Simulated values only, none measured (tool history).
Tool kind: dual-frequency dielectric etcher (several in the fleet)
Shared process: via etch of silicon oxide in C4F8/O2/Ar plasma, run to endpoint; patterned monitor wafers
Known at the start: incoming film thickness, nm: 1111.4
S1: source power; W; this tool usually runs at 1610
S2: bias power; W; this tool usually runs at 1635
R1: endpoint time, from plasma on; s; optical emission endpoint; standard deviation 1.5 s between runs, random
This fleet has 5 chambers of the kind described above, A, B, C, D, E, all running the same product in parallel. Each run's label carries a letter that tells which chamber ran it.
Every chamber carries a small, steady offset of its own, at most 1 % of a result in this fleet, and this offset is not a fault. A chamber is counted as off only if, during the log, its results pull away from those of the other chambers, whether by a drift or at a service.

| run | day | S1 | S2 | R1 |
|---|---|---|---|---|
|  | 0.038 | chamber E: bias power generator calibrated |
| 1A | 0.183 | 1610 | 1635 | 254.05 |
| 2C | 0.338 | 1610 | 1635 | 253.55 |
| 3E | 0.521 | 1610 | 1635 | 252.54 |
| 4D | 0.633 | 1610 | 1635 | 253.67 |
| 5B | 0.742 | 1610 | 1635 | 253.61 |
| 6A | 0.925 | 1610 | 1635 | 254.47 |
| 7D | 1.058 | 1610 | 1635 | 255.60 |
| 8E | 1.233 | 1950 | 1926 | 223.78 |
| 9C | 1.367 | 1950 | 1926 | 223.51 |
| 10B | 1.458 | 1950 | 1926 | 225.30 |
| 11E | 1.567 | 1950 | 1926 | 222.59 |
| 12C | 1.733 | 1950 | 1926 | 224.98 |
| 13D | 1.871 | 1610 | 1635 | 253.59 |
|  | 2.017 | chamber E: wet clean of the chamber |
| 14A | 2.038 | 1610 | 1635 | 254.38 |
| 15B | 2.212 | 1840 | 1483 | 246.58 |
| 16A | 2.383 | 1840 | 1483 | 246.62 |
| 17B | 2.492 | 1840 | 1483 | 245.05 |
| 18E | 2.662 | 1840 | 1483 | 243.79 |
| 19C | 2.788 | 1840 | 1483 | 249.21 |
| 20D | 2.929 | 1610 | 1635 | 252.68 |
| 21B | 3.012 | 1610 | 1635 | 252.60 |
| 22A | 3.146 | 1610 | 1635 | 254.57 |
| 23E | 3.329 | 1610 | 1635 | 254.34 |
| 24C | 3.471 | 1610 | 1635 | 253.22 |
| 25D | 3.658 | 1610 | 1635 | 251.35 |
| 26C | 3.846 | 1610 | 1635 | 255.31 |
| 27E | 4.017 | 1610 | 1635 | 252.49 |
| 28B | 4.104 | 1990 | 1991 | 218.63 |
| 29A | 4.246 | 1990 | 1991 | 218.19 |
| 30D | 4.346 | 1990 | 1991 | 221.47 |
| 31A | 4.475 | 1990 | 1991 | 216.35 |
| 32E | 4.596 | 1990 | 1991 | 220.79 |
| 33C | 4.704 | 1730 | 1259 | 265.37 |
| 34D | 4.854 | 1730 | 1259 | 265.85 |
| 35B | 4.954 | 1730 | 1259 | 266.93 |
| 36E | 5.108 | 1730 | 1259 | 262.33 |
| 37D | 5.246 | 1730 | 1259 | 263.89 |
| 38A | 5.350 | 1610 | 1635 | 252.59 |
| 39B | 5.458 | 1610 | 1635 | 254.37 |

Decide between three cases: one chamber stands off from its peers, the gauge reading all wafers drifts, or nothing is wrong past each chamber's small offset. Where a chamber is off, say which and what most likely put it there.

The fleet is healthy, with each chamber sitting at its usual small offset and no drift in the gauge.
